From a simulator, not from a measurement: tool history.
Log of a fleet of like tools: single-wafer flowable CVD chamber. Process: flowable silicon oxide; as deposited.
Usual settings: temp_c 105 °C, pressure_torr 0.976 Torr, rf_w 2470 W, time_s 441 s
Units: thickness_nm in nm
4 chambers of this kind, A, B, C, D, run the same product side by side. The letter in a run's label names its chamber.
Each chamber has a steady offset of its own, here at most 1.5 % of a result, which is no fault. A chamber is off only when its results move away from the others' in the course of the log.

run,hour,temp_c,pressure_torr,rf_w,time_s,hours since the last thermocouple change,hours since the last RF generator calibration,hours since the last manometer calibration,"read-back reference wafer on the same gauge, thickness_nm",thickness_nm
1A,11.8,105,0.976,2470,441,1552.1,542.4,995.4,343.16,302.67
2B,21.4,105,0.976,2470,441,1104.9,35.8,843.9,343.01,298.13
3D,28.5,105,0.976,2470,441,1110.9,86.6,775.2,342.87,300.53
4C,41.7,105,0.976,2470,441,658.8,1135.3,989.2,342.77,302.17
5C,49.3,105,0.976,2470,441,666.4,1142.9,996.8,343.10,300.25
6B,63.1,105,0.976,2470,441,1146.6,77.5,885.6,343.19,295.90
7A,75.2,105,0.976,2470,441,1615.5,605.8,1058.8,342.81,304.73
8D,81.4,105,0.976,2470,441,1163.8,139.5,828.1,343.12,300.38
9A,93.9,105,0.818,2470,400,1634.2,624.5,1077.5,343.36,217.99
10D,105.7,105,0.818,2470,400,1188.1,163.8,852.4,342.74,216.74
11C,112.0,105,0.818,2470,400,729.1,1205.6,1059.5,343.22,216.52
12B,124.2,105,0.818,2470,400,1207.7,138.6,946.7,342.82,218.26
13B,133.0,105,0.976,2470,441,1216.5,147.4,955.5,342.91,298.68
14C,144.7,105,0.976,2470,441,761.8,1238.3,1092.2,343.19,295.52
15D,153.2,105,0.976,2470,441,1235.6,211.3,899.9,343.18,301.72
16A,161.2,105,0.976,2470,441,1701.5,691.8,1144.8,343.25,304.25
17D,169.9,105,0.976,2470,441,1252.3,228.0,916.6,343.33,298.07
18A,179.5,105,0.976,2470,441,1719.8,710.1,1163.1,342.74,302.33
19C,189.8,105,0.976,2470,441,806.9,1283.4,1137.3,342.71,295.31
20B,198.4,105,0.976,2470,441,1281.9,212.8,1020.9,342.76,298.56
21A,209.5,105,0.976,2470,441,1749.8,740.1,1193.1,342.82,304.90
# hour 210.8: chamber A: capacitance manometer re-zeroed and calibrated
22D,219.7,105,0.976,2470,441,1302.1,277.8,966.4,343.10,299.05
# hour 222.8: chamber C: RF generator calibrated
23B,230.0,105,0.976,2470,441,1313.5,244.4,1052.5,343.21,299.48
24C,242.5,105,1.182,2470,441,859.6,19.8,1190.0,343.15,361.71
25D,252.1,105,1.182,2470,441,1334.5,310.2,998.8,342.99,370.65
26A,261.6,105,1.182,2470,441,1801.9,792.2,50.9,343.47,376.13
27C,272.4,105,1.182,2470,441,889.5,49.7,1219.9,342.65,364.22
28B,281.8,105,0.976,2470,441,1365.3,296.2,1104.3,342.87,298.76
29A,295.5,105,0.976,2470,441,1835.8,826.1,84.8,343.17,307.18
# hour 298.1: chamber A: thermocouple changed; heater temperature recalibrated
30C,301.8,105,0.976,2470,441,918.9,79.1,1249.3,342.45,287.21
31B,310.4,105,0.976,2470,441,1393.9,324.8,1132.9,343.23,298.22
32D,322.3,105,0.976,2470,441,1404.7,380.4,1069.0,343.00,297.47
33B,335.5,105,0.976,2470,441,1419.0,349.9,1158.0,343.25,297.94
34C,346.4,105,0.976,2470,441,963.5,123.7,1293.9,342.83,287.43
35A,355.0,105,0.976,2470,441,56.9,885.6,144.3,342.95,300.56
36D,367.0,105,0.976,2470,441,1449.4,425.1,1113.7,343.24,297.58

What goes on in this fleet: one chamber off, a drifting gauge, or nothing beyond the chambers' own small offsets? Name the chamber and the cause, if any.

Chamber C drifts away from the others.
Cause: wafer temperature above the value expected at the setpoint (K) = 1.5.
The log may not tell that from: true pressure below the setpoint (%).

Here are 4 candidates for chamber C's next run, each the usual settings with a change, their results left as question marks. Which one brings its results back in line with what the others give on the usual settings?
In line means no further than this from the other chambers' mean on the usual settings: thickness_nm 5.40 nm
37C-1,376.9,107,0.961,2470,437,,,,,?
37C-2,376.9,105,0.976,2470,479,,,,,?
37C-3,376.9,104,0.985,2470,443,,,,,?
37C-4,376.9,105,0.976,2470,420,,,,,?

The other chambers' mean on the usual settings: thickness_nm 300.12 nm
run,thickness_nm
37C-1,261.58
37C-2,311.97
37C-3,301.57
37C-4,273.55
37C-3 brings the chamber back in line.
